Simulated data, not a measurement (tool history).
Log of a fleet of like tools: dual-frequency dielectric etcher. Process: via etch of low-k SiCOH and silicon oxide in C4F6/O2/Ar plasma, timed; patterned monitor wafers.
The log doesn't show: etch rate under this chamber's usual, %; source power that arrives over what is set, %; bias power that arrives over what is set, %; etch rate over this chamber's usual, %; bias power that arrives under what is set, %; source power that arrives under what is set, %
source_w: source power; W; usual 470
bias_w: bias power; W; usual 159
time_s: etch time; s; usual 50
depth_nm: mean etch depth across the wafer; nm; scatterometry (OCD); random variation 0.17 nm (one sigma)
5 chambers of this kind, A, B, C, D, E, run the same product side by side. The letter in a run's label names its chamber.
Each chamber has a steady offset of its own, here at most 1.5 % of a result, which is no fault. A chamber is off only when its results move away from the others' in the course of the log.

run,hour,source_w,bias_w,time_s,hours since the last wet clean,hours since the last source power generator calibration,hours since the last bias power generator calibration,"read-back reference wafer on the same gauge, depth_nm",depth_nm
1B,2.3,470,159,50,345.8,4679.6,1398.4,128.99,131.96
2A,6.4,470,159,50,62.1,1013.8,1822.2,129.05,133.2
3E,8.6,470,159,50,290.7,1543.2,1204.8,129.07,133.24
4C,11.6,470,159,50,320.4,1324.1,1668.7,129.09,135.05
5D,13.9,470,159,50,184,58.4,1293.7,129.1,132.16
6D,17,470,159,50,187.1,61.5,1296.8,129.13,132.42
7E,20.6,470,159,50,302.7,1555.2,1216.8,129.13,133.55
# hour 21.7: chamber C: wet clean of the chamber
8B,24.7,470,159,50,368.2,4702,1420.8,129.1,132.17
9A,28.7,470,159,50,84.4,1036.1,1844.5,129.18,133.4
# hour 29.2: chamber C: bias power generator calibrated
10C,32.7,470,159,50,11.1,1345.2,3.5,129.26,135.07
11C,36.8,470,159,50,15.2,1349.3,7.6,129.29,135.56
12A,39.1,470,159,50,94.8,1046.5,1854.9,129.32,133.48
13B,42.1,470,159,50,385.6,4719.4,1438.2,129.31,132.2
14D,45.8,470,159,50,215.9,90.3,1325.6,129.36,132.37
15E,49.7,470,159,50,331.8,1584.3,1245.9,129.32,133.74
16E,53,470,159,50,335.1,1587.6,1249.2,129.38,133.64
17A,56.9,470,159,50,112.6,1064.3,1872.7,129.39,133.46
18B,59,470,159,50,402.5,4736.3,1455.1,129.44,132.38
19C,63.3,470,159,50,41.7,1375.8,34.1,129.47,135.58
20D,65.6,470,159,50,235.7,110.1,1345.4,129.49,132.61
21B,69.9,470,159,50,413.4,4747.2,1466,129.45,132.79
22E,72.5,470,159,50,354.6,1607.1,1268.7,129.47,133.77
23D,76.2,470,159,50,246.3,120.7,1356,129.52,132.52
24C,80,470,159,50,58.4,1392.5,50.8,129.53,135.6
25A,83.3,470,159,50,139,1090.7,1899.1,129.57,133.47
26D,85.4,470,159,50,255.5,129.9,1365.2,129.58,132.59
27B,87.5,470,159,50,431,4764.8,1483.6,129.57,132.61
28E,91.5,470,159,50,373.6,1626.1,1287.7,129.62,133.94
29C,95.6,470,159,50,74,1408.1,66.4,129.66,135.68
30A,97.9,590,159,50,153.6,1105.3,1913.7,129.7,146.47

Is one chamber off against the others, does the gauge drift, or is nothing wrong? If a chamber is off, say which, and what the likeliest cause is.

The gauge drifts, so all chambers seem to drift together. No chamber is off.
Cause: gauge reads high (%) = 0.54.
